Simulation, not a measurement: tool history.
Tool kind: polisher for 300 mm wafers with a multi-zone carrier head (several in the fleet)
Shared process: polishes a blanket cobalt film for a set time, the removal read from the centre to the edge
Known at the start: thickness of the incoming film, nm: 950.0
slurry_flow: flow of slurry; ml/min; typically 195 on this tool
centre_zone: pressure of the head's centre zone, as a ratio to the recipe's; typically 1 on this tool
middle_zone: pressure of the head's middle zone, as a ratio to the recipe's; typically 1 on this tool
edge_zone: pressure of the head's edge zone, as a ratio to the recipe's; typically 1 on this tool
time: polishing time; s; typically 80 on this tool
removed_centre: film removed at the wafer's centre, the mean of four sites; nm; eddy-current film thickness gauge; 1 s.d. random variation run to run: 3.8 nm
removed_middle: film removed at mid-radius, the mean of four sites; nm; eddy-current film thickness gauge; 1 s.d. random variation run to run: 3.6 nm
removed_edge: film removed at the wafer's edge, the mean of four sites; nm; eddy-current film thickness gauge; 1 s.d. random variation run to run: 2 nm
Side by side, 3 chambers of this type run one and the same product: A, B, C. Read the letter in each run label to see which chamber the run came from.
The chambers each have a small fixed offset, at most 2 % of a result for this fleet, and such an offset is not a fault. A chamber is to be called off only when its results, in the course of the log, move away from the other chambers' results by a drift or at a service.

run   hour  slurry_flow  centre_zone  middle_zone  edge_zone  time  wafers polished on this pad  hours since the slurry nozzle was cleaned  hours since the centre zone pressure was calibrated  hours since the edge zone pressure was calibrated  removed_centre  removed_middle  removed_edge
       6.3  -- chamber B: worn pad replaced by a new one
 1B    7.3          195            1            1          1    80                           13                                      308.3                                                222.1                                              768.9          278.93          279.44        269.83
 2A   13.2          195            1            1          1    80                          176                                      439.7                                                727.4                                              323.5          273.51          270.65        269.74
 3C   18.3          195            1            1          1    80                          636                                        126                                                414.9                                              220.8          276.56          273.91        275.03
 4B   22.2          195            1            1          1    80                          205                                      323.2                                                  237                                              783.8          275.16          276.47        272.05
 5C   27.8          195            1            1          1    80                          759                                      135.5                                                424.4                                              230.3          278.48          276.67         278.6
 6A   33.2          195            1            1          1    80                          435                                      459.7                                                747.4                                              343.5          278.08          272.86        268.86
 7B   39.1          195            1            1          1    80                          424                                      340.1                                                253.9                                              800.7          278.52          268.94        274.21
 8A   42.8          195            1            1          1    80                          559                                      469.3                                                  757                                              353.1          274.17          259.34        266.04
      48.5  -- chamber A: worn pad replaced by a new one
 9C   49.3          195          1.1          0.9          1    80                         1037                                        157                                                445.9                                              251.8          296.29          244.82        272.62
      50.4  -- chamber B: slurry nozzle cleaned
10A   56.2          195          1.1          0.9          1    80                           99                                      482.7                                                770.4                                              366.5          312.11          239.21         270.6
11C   64.3          195          1.1          0.9          1    80                         1231                                        172                                                460.9                                              266.8          299.38          243.52        268.44
12B     71          195            1            1          1    80                          837                                       20.7                                                285.8                                              832.6           273.9          268.76        273.42
13B     76          195            1            1          1    80                          901                                       25.7                                                290.8                                              837.6          275.52          274.17        273.72
14A   83.9          195            1            1          1    80                          458                                      510.4                                                798.1                                              394.2          276.55          264.65        272.42
      84.1  -- chamber C: edge zone pressure recalibrated
15C   89.9          195         0.95            1          1    65                         1562                                      197.6                                                486.5                                                5.9          199.06          207.75        206.86
16B   93.7          195         0.95            1          1    65                         1131                                       43.4                                                308.5                                              855.3          212.54          227.18         222.1
17A   98.7          195         0.95            1          1    65                          649                                      525.2                                                812.9                                                409          204.89          217.85        215.54
18C  103.1          195            1            1          1    80                         1733                                      210.8                                                499.7                                               19.1          249.79          250.44         251.8
19C  106.8          195            1            1       0.92    69                         1781                                      214.5                                                503.4                                               22.8          211.74          215.25        205.21
     109.7  -- chamber A: worn pad replaced by a new one
20A  114.3          195            1            1       0.92    69                           60                                      540.8                                                828.5                                              424.6          234.27          227.59        224.92

All chambers now run identical settings, listed one chamber a line with results as question marks. What results will each chamber show?
21A  120.3          195            1            1          1    80                                                                                                                                                                                               ?               ?             ?
21B  120.3          195            1            1          1    80                                                                                                                                                                                               ?               ?             ?
21C  120.3          195            1            1          1    80                                                                                                                                                                                               ?               ?             ?

run  removed_centre  removed_middle  removed_edge
21A          263.58          269.65        270.34
21B          276.58          270.91        269.24
21C          243.46          248.44        248.56
